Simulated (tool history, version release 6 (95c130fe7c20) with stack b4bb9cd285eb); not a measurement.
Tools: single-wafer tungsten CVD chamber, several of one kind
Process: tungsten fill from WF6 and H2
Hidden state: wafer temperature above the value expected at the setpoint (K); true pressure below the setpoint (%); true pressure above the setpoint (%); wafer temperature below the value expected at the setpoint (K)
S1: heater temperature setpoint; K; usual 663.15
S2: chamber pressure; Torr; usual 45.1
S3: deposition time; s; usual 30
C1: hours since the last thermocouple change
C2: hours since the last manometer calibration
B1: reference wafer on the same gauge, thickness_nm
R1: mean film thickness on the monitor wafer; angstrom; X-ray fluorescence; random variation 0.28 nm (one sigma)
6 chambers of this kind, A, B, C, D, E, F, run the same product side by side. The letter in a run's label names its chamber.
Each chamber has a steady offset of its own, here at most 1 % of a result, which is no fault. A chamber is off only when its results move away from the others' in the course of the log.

Run 1C, hour 5.1: usual settings; C1 1537.2; C2 1733.8; B1 74.747. Result: R1 876.05 angstrom.
Run 2A, hour 11.3: usual settings; C1 295.8; C2 983.3; B1 74.717. Result: R1 871.02 angstrom.
Run 3E, hour 17.3: usual settings; C1 365.8; C2 894.9; B1 74.666. Result: R1 877.08 angstrom.
Run 4F, hour 23.1: usual settings; C1 1062.5; C2 751.3; B1 74.715. Result: R1 869.93 angstrom.
Run 5B, hour 28.9: usual settings; C1 1586.1; C2 158.6; B1 74.716. Result: R1 873.63 angstrom.
Run 6D, hour 34: usual settings; C1 1423; C2 192.1; B1 74.717. Result: R1 881.15 angstrom.
Run 7D, hour 39.3: usual settings; C1 1428.3; C2 197.4; B1 74.744. Result: R1 876.85 angstrom.
Run 8C, hour 44.3: usual settings; C1 1576.4; C2 1773; B1 74.726. Result: R1 872.3 angstrom.
Run 9A, hour 50.5: usual settings; C1 335; C2 1022.5; B1 74.703. Result: R1 867.82 angstrom.
Run 10E, hour 57: usual settings; C1 405.5; C2 934.6; B1 74.753. Result: R1 879.47 angstrom.
Run 11F, hour 61.6: usual settings; C1 1101; C2 789.8; B1 74.654. Result: R1 871.05 angstrom.
Run 12B, hour 68.3: usual settings; C1 1625.5; C2 198; B1 74.656. Result: R1 873.9 angstrom.
Run 13A, hour 74: usual settings; C1 358.5; C2 1046; B1 74.712. Result: R1 867.97 angstrom.
Run 14F, hour 79.1: usual settings but S1 668.15 K; C1 1118.5; C2 807.3; B1 74.659. Result: R1 948.61 angstrom.
Run 15D, hour 85.4: usual settings but S1 668.15 K; C1 1474.4; C2 243.5; B1 74.671. Result: R1 959.53 angstrom.
Run 16E, hour 89: usual settings but S1 668.15 K; C1 437.5; C2 966.6; B1 74.71. Result: R1 963.54 angstrom.
Run 17C, hour 94.3: usual settings but S1 668.15 K; C1 1626.4; C2 1823; B1 74.742. Result: R1 969.35 angstrom.
Run 18B, hour 97.5: usual settings but S1 668.15 K; C1 1654.7; C2 227.2; B1 74.686. Result: R1 957.1 angstrom.
Run 19B, hour 103: usual settings but S1 668.15 K; C1 1660.2; C2 232.7; B1 74.63. Result: R1 959.89 angstrom.
Run 20C, hour 108: usual settings but S1 676.15 K, S2 54.7 Torr; C1 1640.1; C2 1836.7; B1 74.691. Result: R1 1218.9 angstrom.
Run 21D, hour 113.6: usual settings but S1 676.15 K, S2 54.7 Torr; C1 1502.6; C2 271.7; B1 74.688. Result: R1 1207.7 angstrom.
Run 22A, hour 118.8: usual settings but S1 676.15 K, S2 54.7 Torr; C1 403.3; C2 1090.8; B1 74.699. Result: R1 1207 angstrom.
Run 23F, hour 125.5: usual settings but S1 676.15 K, S2 54.7 Torr; C1 1164.9; C2 853.7; B1 74.692. Result: R1 1205.1 angstrom.
Run 24E, hour 131.8: usual settings but S1 676.15 K, S2 54.7 Torr; C1 480.3; C2 1009.4; B1 74.741. Result: R1 1219.9 angstrom.
Run 25E, hour 135.8: usual settings but S1 676.15 K, S2 54.7 Torr; C1 484.3; C2 1013.4; B1 74.739. Result: R1 1212.8 angstrom.
Run 26C, hour 142.5: usual settings; C1 1674.6; C2 1871.2; B1 74.719. Result: R1 875.7 angstrom.
Run 27F, hour 146.6: usual settings; C1 1186; C2 874.8; B1 74.672. Result: R1 863.85 angstrom.
Run 28D, hour 150.8: usual settings; C1 1539.8; C2 308.9; B1 74.724. Result: R1 873.49 angstrom.
Run 29B, hour 156.2: usual settings; C1 1713.4; C2 285.9; B1 74.718. Result: R1 876.29 angstrom.
Run 30A, hour 161.8: usual settings; C1 446.3; C2 1133.8; B1 74.642. Result: R1 864.98 angstrom.
Run 31E, hour 165.2: usual settings; C1 513.7; C2 1042.8; B1 74.78. Result: R1 877.13 angstrom.
Run 32C, hour 168.2: usual settings; C1 1700.3; C2 1896.9; B1 74.751. Result: R1 877.71 angstrom.
Run 33A, hour 173.3: usual settings; C1 457.8; C2 1145.3; B1 74.693. Result: R1 863.74 angstrom.
Run 34F, hour 177.4: usual settings; C1 1216.8; C2 905.6; B1 74.7. Result: R1 866.9 angstrom.
Run 35B, hour 180.6: usual settings; C1 1737.8; C2 310.3; B1 74.713. Result: R1 870.2 angstrom.
Run 36D, hour 186.6: usual settings; C1 1575.6; C2 344.7; B1 74.694. Result: R1 875.32 angstrom.
Run 37D, hour 190.2: usual settings; C1 1579.2; C2 348.3; B1 74.775. Result: R1 876.88 angstrom.
Run 38C, hour 197: usual settings; C1 1729.1; C2 1925.7; B1 74.729. Result: R1 869.3 angstrom.
Run 39B, hour 203.3: usual settings; C1 1760.5; C2 333; B1 74.71. Result: R1 875.72 angstrom.

What goes on in this fleet: one chamber off, a drifting gauge, or nothing beyond the chambers' own small offsets? Name the chamber and the cause, if any.

No chamber stands off beyond its own small offset, and the gauge holds steady.
